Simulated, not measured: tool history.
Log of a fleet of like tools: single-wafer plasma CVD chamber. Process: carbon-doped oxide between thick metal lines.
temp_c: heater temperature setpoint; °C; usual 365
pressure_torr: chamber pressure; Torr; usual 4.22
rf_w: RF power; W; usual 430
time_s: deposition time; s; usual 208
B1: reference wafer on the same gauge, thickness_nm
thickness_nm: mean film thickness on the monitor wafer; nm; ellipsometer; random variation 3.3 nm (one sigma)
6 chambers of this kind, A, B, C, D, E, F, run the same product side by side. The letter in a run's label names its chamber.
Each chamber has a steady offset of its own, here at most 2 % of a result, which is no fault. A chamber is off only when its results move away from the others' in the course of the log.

{"run": "1F", "hour": 6.4, "temp_c": 365, "pressure_torr": 4.22, "rf_w": 430, "time_s": 208, "B1": 838.15, "thickness_nm": 885.52}
{"run": "2E", "hour": 14.3, "temp_c": 365, "pressure_torr": 4.22, "rf_w": 430, "time_s": 208, "B1": 837.07, "thickness_nm": 886.09}
{"run": "3C", "hour": 20.8, "temp_c": 365, "pressure_torr": 4.22, "rf_w": 430, "time_s": 208, "B1": 838.08, "thickness_nm": 879.2}
{"run": "4A", "hour": 32.7, "temp_c": 365, "pressure_torr": 4.22, "rf_w": 430, "time_s": 208, "B1": 839.0, "thickness_nm": 884.14}
{"run": "5B", "hour": 42.7, "temp_c": 365, "pressure_torr": 4.22, "rf_w": 430, "time_s": 208, "B1": 837.86, "thickness_nm": 897.77}
{"run": "6D", "hour": 49.7, "temp_c": 365, "pressure_torr": 4.22, "rf_w": 430, "time_s": 208, "B1": 838.28, "thickness_nm": 893.54}
{"run": "7A", "hour": 57.4, "temp_c": 365, "pressure_torr": 4.22, "rf_w": 430, "time_s": 208, "B1": 838.18, "thickness_nm": 892.48}
{"run": "8F", "hour": 68.5, "temp_c": 365, "pressure_torr": 4.22, "rf_w": 430, "time_s": 208, "B1": 837.23, "thickness_nm": 877.86}
{"hour": 76.5, "done": "chamber F: thermocouple changed; heater temperature recalibrated"}
{"run": "9B", "hour": 78.8, "temp_c": 365, "pressure_torr": 4.22, "rf_w": 350, "time_s": 189, "B1": 838.22, "thickness_nm": 694.21}
{"run": "10E", "hour": 86.6, "temp_c": 365, "pressure_torr": 4.22, "rf_w": 350, "time_s": 189, "B1": 838.32, "thickness_nm": 688.24}
{"run": "11D", "hour": 100.7, "temp_c": 365, "pressure_torr": 4.22, "rf_w": 350, "time_s": 189, "B1": 838.1, "thickness_nm": 695.26}
{"run": "12C", "hour": 113.5, "temp_c": 365, "pressure_torr": 4.22, "rf_w": 350, "time_s": 189, "B1": 837.6, "thickness_nm": 681.09}
{"run": "13D", "hour": 121.3, "temp_c": 365, "pressure_torr": 4.22, "rf_w": 350, "time_s": 189, "B1": 838.81, "thickness_nm": 696.67}
{"run": "14A", "hour": 129.6, "temp_c": 365, "pressure_torr": 4.22, "rf_w": 350, "time_s": 189, "B1": 837.62, "thickness_nm": 696.59}
{"run": "15C", "hour": 137.5, "temp_c": 365, "pressure_torr": 4.22, "rf_w": 430, "time_s": 208, "B1": 837.69, "thickness_nm": 877.8}
{"run": "16E", "hour": 144.9, "temp_c": 365, "pressure_torr": 4.22, "rf_w": 430, "time_s": 208, "B1": 838.01, "thickness_nm": 886.12}
{"run": "17F", "hour": 151.4, "temp_c": 365, "pressure_torr": 4.22, "rf_w": 430, "time_s": 208, "B1": 838.38, "thickness_nm": 886.03}
{"run": "18B", "hour": 165.0, "temp_c": 365, "pressure_torr": 4.22, "rf_w": 430, "time_s": 208, "B1": 837.78, "thickness_nm": 895.17}
{"run": "19C", "hour": 171.4, "temp_c": 365, "pressure_torr": 4.22, "rf_w": 430, "time_s": 208, "B1": 838.77, "thickness_nm": 873.64}
{"run": "20F", "hour": 181.0, "temp_c": 365, "pressure_torr": 3.21, "rf_w": 430, "time_s": 208, "B1": 837.36, "thickness_nm": 854.25}
{"hour": 181.5, "done": "chamber D: thermocouple changed; heater temperature recalibrated"}
{"run": "21B", "hour": 195.5, "temp_c": 365, "pressure_torr": 3.21, "rf_w": 430, "time_s": 208, "B1": 837.22, "thickness_nm": 865.13}
{"run": "22E", "hour": 203.0, "temp_c": 365, "pressure_torr": 3.21, "rf_w": 430, "time_s": 208, "B1": 837.78, "thickness_nm": 857.34}
{"run": "23D", "hour": 212.8, "temp_c": 365, "pressure_torr": 3.21, "rf_w": 430, "time_s": 208, "B1": 837.93, "thickness_nm": 842.48}
{"run": "24A", "hour": 224.8, "temp_c": 365, "pressure_torr": 3.21, "rf_w": 430, "time_s": 208, "B1": 838.24, "thickness_nm": 863.26}
{"run": "25A", "hour": 237.1, "temp_c": 365, "pressure_torr": 3.21, "rf_w": 430, "time_s": 208, "B1": 838.88, "thickness_nm": 856.08}
{"run": "26F", "hour": 244.9, "temp_c": 365, "pressure_torr": 4.22, "rf_w": 430, "time_s": 208, "B1": 838.0, "thickness_nm": 883.23}
{"run": "27E", "hour": 256.2, "temp_c": 365, "pressure_torr": 4.22, "rf_w": 430, "time_s": 208, "B1": 838.42, "thickness_nm": 889.45}
{"run": "28B", "hour": 269.4, "temp_c": 365, "pressure_torr": 4.22, "rf_w": 430, "time_s": 208, "B1": 839.28, "thickness_nm": 893.31}
{"run": "29D", "hour": 282.8, "temp_c": 365, "pressure_torr": 4.22, "rf_w": 430, "time_s": 208, "B1": 837.8, "thickness_nm": 869.36}
{"run": "30C", "hour": 289.3, "temp_c": 365, "pressure_torr": 4.22, "rf_w": 430, "time_s": 208, "B1": 837.21, "thickness_nm": 874.11}
{"run": "31E", "hour": 301.8, "temp_c": 365, "pressure_torr": 4.22, "rf_w": 430, "time_s": 208, "B1": 837.46, "thickness_nm": 895.1}
{"run": "32C", "hour": 315.4, "temp_c": 365, "pressure_torr": 4.22, "rf_w": 430, "time_s": 208, "B1": 837.8, "thickness_nm": 873.47}
{"run": "33D", "hour": 325.7, "temp_c": 365, "pressure_torr": 4.57, "rf_w": 510, "time_s": 208, "B1": 838.2, "thickness_nm": 987.43}
{"run": "34A", "hour": 333.6, "temp_c": 365, "pressure_torr": 4.57, "rf_w": 510, "time_s": 208, "B1": 837.68, "thickness_nm": 1004.9}
{"run": "35F", "hour": 341.3, "temp_c": 365, "pressure_torr": 4.57, "rf_w": 510, "time_s": 208, "B1": 838.29, "thickness_nm": 999.34}
{"run": "36B", "hour": 348.5, "temp_c": 365, "pressure_torr": 4.57, "rf_w": 510, "time_s": 208, "B1": 837.98, "thickness_nm": 1011.7}
{"run": "37E", "hour": 360.7, "temp_c": 365, "pressure_torr": 4.57, "rf_w": 510, "time_s": 208, "B1": 837.92, "thickness_nm": 1011.2}
{"run": "38D", "hour": 367.7, "temp_c": 365, "pressure_torr": 4.57, "rf_w": 510, "time_s": 208, "B1": 838.85, "thickness_nm": 981.94}
{"run": "39C", "hour": 376.0, "temp_c": 365, "pressure_torr": 4.22, "rf_w": 430, "time_s": 208, "B1": 837.64, "thickness_nm": 872.18}
{"run": "40F", "hour": 386.2, "temp_c": 365, "pressure_torr": 4.22, "rf_w": 430, "time_s": 208, "B1": 837.69, "thickness_nm": 887.61}
{"run": "41A", "hour": 395.8, "temp_c": 365, "pressure_torr": 4.22, "rf_w": 430, "time_s": 208, "B1": 837.47, "thickness_nm": 891.29}

Is one chamber off against the others, does the gauge drift, or is nothing wrong? If a chamber is off, say which, and what the likeliest cause is.

Chamber D drifts away from the others.
Cause: delivered RF power below the setpoint (%) = 4.9.

Here are 4 candidates for chamber D's next run, each the usual settings with a change, their results left as question marks. Which one brings its results back in line with what the others give on the usual settings?
In line means no further than this from the other chambers' mean on the usual settings: thickness_nm 12.00 nm
{"run": "42D-1", "hour": 406.4, "temp_c": 380, "pressure_torr": 4.22, "rf_w": 430, "time_s": 208, "thickness_nm": "?"}
{"run": "42D-2", "hour": 406.4, "temp_c": 366, "pressure_torr": 4.11, "rf_w": 395, "time_s": 208, "thickness_nm": "?"}
{"run": "42D-3", "hour": 406.4, "temp_c": 365, "pressure_torr": 4.22, "rf_w": 445, "time_s": 217, "thickness_nm": "?"}
{"run": "42D-4", "hour": 406.4, "temp_c": 364, "pressure_torr": 4.27, "rf_w": 445, "time_s": 208, "thickness_nm": "?"}

The other chambers' mean on the usual settings: thickness_nm 886.63 nm
run=42D-1 thickness_nm=836.17
run=42D-2 thickness_nm=805.31
run=42D-3 thickness_nm=922.05
run=42D-4 thickness_nm=887.42
42D-4 brings the chamber back in line.
